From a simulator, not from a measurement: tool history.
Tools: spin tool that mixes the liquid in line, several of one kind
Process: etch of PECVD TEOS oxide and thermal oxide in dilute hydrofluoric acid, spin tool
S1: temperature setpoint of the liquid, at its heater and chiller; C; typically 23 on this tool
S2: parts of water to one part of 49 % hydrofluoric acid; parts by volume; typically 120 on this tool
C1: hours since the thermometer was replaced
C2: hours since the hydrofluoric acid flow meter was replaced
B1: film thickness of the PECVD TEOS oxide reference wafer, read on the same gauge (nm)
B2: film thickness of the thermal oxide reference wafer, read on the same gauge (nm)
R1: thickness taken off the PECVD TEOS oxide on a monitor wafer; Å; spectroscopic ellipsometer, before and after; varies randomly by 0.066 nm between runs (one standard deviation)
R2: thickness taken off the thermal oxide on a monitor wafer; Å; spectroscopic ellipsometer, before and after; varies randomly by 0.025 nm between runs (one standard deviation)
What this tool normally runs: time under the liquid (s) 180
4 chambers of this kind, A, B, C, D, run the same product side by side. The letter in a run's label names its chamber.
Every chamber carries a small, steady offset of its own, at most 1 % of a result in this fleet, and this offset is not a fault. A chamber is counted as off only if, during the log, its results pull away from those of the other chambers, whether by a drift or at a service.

Run 1C, hour 8: usual settings; C1 1346.7; C2 868.6; B1 140; B2 50.012. Result: R1 139.93 Å, R2 65.753 Å.
Run 2D, hour 18.6: usual settings; C1 967.8; C2 274; B1 139.97; B2 49.978. Result: R1 141.88 Å, R2 65.767 Å.
Run 3A, hour 26.1: usual settings; C1 1166; C2 37.6; B1 139.99; B2 49.999. Result: R1 141.2 Å, R2 65.739 Å.
Run 4B, hour 33.3: usual settings; C1 1334.1; C2 115.1; B1 140.02; B2 50.026. Result: R1 141.64 Å, R2 65.681 Å.
Run 5B, hour 42.8: usual settings; C1 1343.6; C2 124.6; B1 139.99; B2 50.026. Result: R1 140.74 Å, R2 65.202 Å.
Run 6C, hour 52.1: usual settings but S1 18.5 C; C1 1390.8; C2 912.7; B1 140.01; B2 49.984. Result: R1 117.04 Å, R2 54.784 Å.
Run 7A, hour 63.6: usual settings but S1 18.5 C; C1 1203.5; C2 75.1; B1 140; B2 50.025. Result: R1 117.99 Å, R2 55.15 Å.
Run 8D, hour 72.4: usual settings but S1 18.5 C; C1 1021.6; C2 327.8; B1 140.01; B2 49.977. Result: R1 118.08 Å, R2 55.142 Å.
Run 9A, hour 82.8: usual settings but S1 18.5 C; C1 1222.7; C2 94.3; B1 140.02; B2 49.992. Result: R1 118.21 Å, R2 55.01 Å.
Run 10B, hour 89.4: usual settings; C1 1390.2; C2 171.2; B1 140.02; B2 50.006. Result: R1 140.92 Å, R2 65.33 Å.
Run 11C, hour 98.2: usual settings; C1 1436.9; C2 958.8; B1 139.99; B2 50.032. Result: R1 141.3 Å, R2 66.155 Å.
Run 12D, hour 109.3: usual settings; C1 1058.5; C2 364.7; B1 140.01; B2 49.948. Result: R1 141.05 Å, R2 65.822 Å.
At hour 117.5: chamber C: thermometer replaced.
Run 13B, hour 120: usual settings; C1 1420.8; C2 201.8; B1 139.98; B2 49.989. Result: R1 141.4 Å, R2 65.5 Å.
Run 14D, hour 128.8: usual settings; C1 1078; C2 384.2; B1 140.01; B2 50.025. Result: R1 140.84 Å, R2 65.798 Å.
Run 15C, hour 135.5: usual settings; C1 18; C2 996.1; B1 140.01; B2 49.998. Result: R1 140.02 Å, R2 66.192 Å.
Run 16A, hour 146.8: usual settings; C1 1286.7; C2 158.3; B1 140; B2 49.993. Result: R1 142.28 Å, R2 65.605 Å.
Run 17D, hour 157.1: usual settings; C1 1106.3; C2 412.5; B1 139.98; B2 49.988. Result: R1 143.42 Å, R2 65.922 Å.
Run 18A, hour 163.2: usual settings; C1 1303.1; C2 174.7; B1 140.01; B2 50.031. Result: R1 141.75 Å, R2 66.103 Å.
Run 19B, hour 173.9: usual settings; C1 1474.7; C2 255.7; B1 140.02; B2 49.978. Result: R1 142.74 Å, R2 65.584 Å.
Run 20C, hour 181.9: usual settings; C1 64.4; C2 1042.5; B1 140; B2 50.032. Result: R1 141.01 Å, R2 66.231 Å.
Run 21A, hour 191.3: usual settings; C1 1331.2; C2 202.8; B1 140.01; B2 50.058. Result: R1 142.44 Å, R2 66.302 Å.
Run 22C, hour 203.3: usual settings; C1 85.8; C2 1063.9; B1 139.99; B2 49.978. Result: R1 141.46 Å, R2 66.277 Å.
Run 23B, hour 215.5: usual settings; C1 1516.3; C2 297.3; B1 139.99; B2 50.009. Result: R1 141.25 Å, R2 65.483 Å.
Run 24D, hour 225.7: usual settings; C1 1174.9; C2 481.1; B1 139.97; B2 50.013. Result: R1 141.63 Å, R2 66.105 Å.
At hour 236.2: chamber A: thermometer replaced.
Run 25A, hour 236.2: usual settings; C1 0; C2 247.7; B1 139.99; B2 50.002. Result: R1 141.24 Å, R2 66.49 Å.
Run 26B, hour 242.5: usual settings; C1 1543.3; C2 324.3; B1 139.99; B2 50.057. Result: R1 142.27 Å, R2 65.204 Å.
Run 27D, hour 252.1: usual settings; C1 1201.3; C2 507.5; B1 140.01; B2 50.008. Result: R1 141.83 Å, R2 65.9 Å.
Run 28C, hour 263.6: usual settings; C1 146.1; C2 1124.2; B1 139.99; B2 50.042. Result: R1 140.78 Å, R2 66.098 Å.
Run 29A, hour 274.9: usual settings; C1 38.7; C2 286.4; B1 139.98; B2 49.988. Result: R1 141.84 Å, R2 65.739 Å.
Run 30D, hour 284.9: usual settings but S1 26 C, S2 100 parts by volume; C1 1234.1; C2 540.3; B1 140.01; B2 50.019. Result: R1 196.71 Å, R2 91.815 Å.

All chambers now run identical settings, listed one chamber a line with results as question marks. What results will each chamber show?
Run 31A, hour 294.5: usual settings but S1 19 C. Result: R1 ?, R2 ?.
Run 31B, hour 294.5: usual settings but S1 19 C. Result: R1 ?, R2 ?.
Run 31C, hour 294.5: usual settings but S1 19 C. Result: R1 ?, R2 ?.
Run 31D, hour 294.5: usual settings but S1 19 C. Result: R1 ?, R2 ?.

run      R1      R2
31A  120.26   56.53
31B  120.74  55.763
31C  119.24  56.218
31D  120.63  55.907

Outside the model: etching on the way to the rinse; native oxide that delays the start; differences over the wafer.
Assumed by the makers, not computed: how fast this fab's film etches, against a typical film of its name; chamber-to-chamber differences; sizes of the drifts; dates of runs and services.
